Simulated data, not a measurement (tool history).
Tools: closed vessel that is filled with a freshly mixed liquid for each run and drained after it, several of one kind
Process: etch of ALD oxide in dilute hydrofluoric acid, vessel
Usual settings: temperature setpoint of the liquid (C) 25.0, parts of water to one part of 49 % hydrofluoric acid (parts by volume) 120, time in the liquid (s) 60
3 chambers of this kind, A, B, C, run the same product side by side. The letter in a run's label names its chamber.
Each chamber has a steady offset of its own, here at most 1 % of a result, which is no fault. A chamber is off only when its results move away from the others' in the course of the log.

run   hour  temperature setpoint of the liquid (C)  parts of water to one part of 49 % hydrofluoric acid (parts by volume)  time in the liquid (s)  read-back film thickness of the ALD oxide reference wafer, read on the same gauge (nm)  thickness taken off the ALD oxide on a monitor wafer (angstrom)
       0.1  -- chamber B: hydrofluoric acid flow meter replaced
 1A    6.2                                    25.0                                                                     120                      60                                                                                  70.021                                                           87.478
 2C   10.9                                    25.0                                                                     120                      60                                                                                  69.977                                                           88.260
 3B   15.3                                    25.0                                                                     120                      60                                                                                  69.998                                                           85.899
 4B   21.6                                    25.0                                                                     120                      60                                                                                  69.987                                                           86.662
 5C   26.8                                    25.0                                                                     120                      60                                                                                  69.989                                                           88.183
 6A   33.9                                    25.0                                                                     120                      60                                                                                  70.022                                                           89.370
 7B   39.3                                    20.0                                                                     120                      60                                                                                  69.978                                                           71.672
 8A   46.1                                    20.0                                                                     120                      60                                                                                  70.000                                                           73.324
 9C   52.3                                    20.0                                                                     120                      60                                                                                  70.028                                                           71.760
10A   57.9                                    25.0                                                                     120                      60                                                                                  70.004                                                           90.630
11B   64.2                                    25.0                                                                     120                      60                                                                                  70.008                                                           86.771
12C   68.5                                    25.0                                                                     120                      60                                                                                  69.996                                                           89.179
13B   75.3                                    25.0                                                                     120                      60                                                                                  69.956                                                           86.812
14A   79.7                                    25.0                                                                     120                      60                                                                                  69.982                                                           92.281
15C   85.5                                    28.5                                                                      75                      60                                                                                  69.956                                                          172.320
16C   90.9                                    28.5                                                                      75                      60                                                                                  69.985                                                          173.200
17A   95.0                                    28.5                                                                      75                      60                                                                                  70.037                                                          184.030
18B  103.3                                    27.0                                                                      70                      60                                                                                  70.018                                                          176.580
19A  110.6                                    27.0                                                                      70                      60                                                                                  70.017                                                          189.690
20C  117.3                                    27.0                                                                      70                      60                                                                                  69.988                                                          176.310
21B  125.4                                    25.0                                                                     120                      60                                                                                  69.953                                                           89.027

What goes on in this fleet: one chamber off, a drifting gauge, or nothing beyond the chambers' own small offsets? Name the chamber and the cause, if any.

Chamber A drifts away from the others.
Cause: hydrofluoric acid flow above the setpoint (%) = 9.57.
The log may not tell that from: liquid hotter than its thermometer reads (K).

Here are 4 candidates for chamber A's next run, each the usual settings with a change, their results left as question marks. Which one brings its results back in line with what the others give on the usual settings?
In line means no further than this from the other chambers' mean on the usual settings: thickness taken off the ALD oxide on a monitor wafer (angstrom) 2.500
22A-1  131.7                                    28.0                                                                     120                      60                                                                                                                                                        ?
22A-2  131.7                                    25.0                                                                     130                      55                                                                                                                                                        ?
22A-3  131.7                                    25.0                                                                     110                      65                                                                                                                                                        ?
22A-4  131.7                                    24.5                                                                     120                      55                                                                                                                                                        ?

The other chambers' mean on the usual settings: thickness taken off the ALD oxide on a monitor wafer (angstrom) 88.008
  run  thickness taken off the ALD oxide on a monitor wafer (angstrom)
22A-1                                                          110.270
22A-2                                                           82.261
22A-3                                                          117.190
22A-4                                                           88.262
22A-4 brings the chamber back in line.

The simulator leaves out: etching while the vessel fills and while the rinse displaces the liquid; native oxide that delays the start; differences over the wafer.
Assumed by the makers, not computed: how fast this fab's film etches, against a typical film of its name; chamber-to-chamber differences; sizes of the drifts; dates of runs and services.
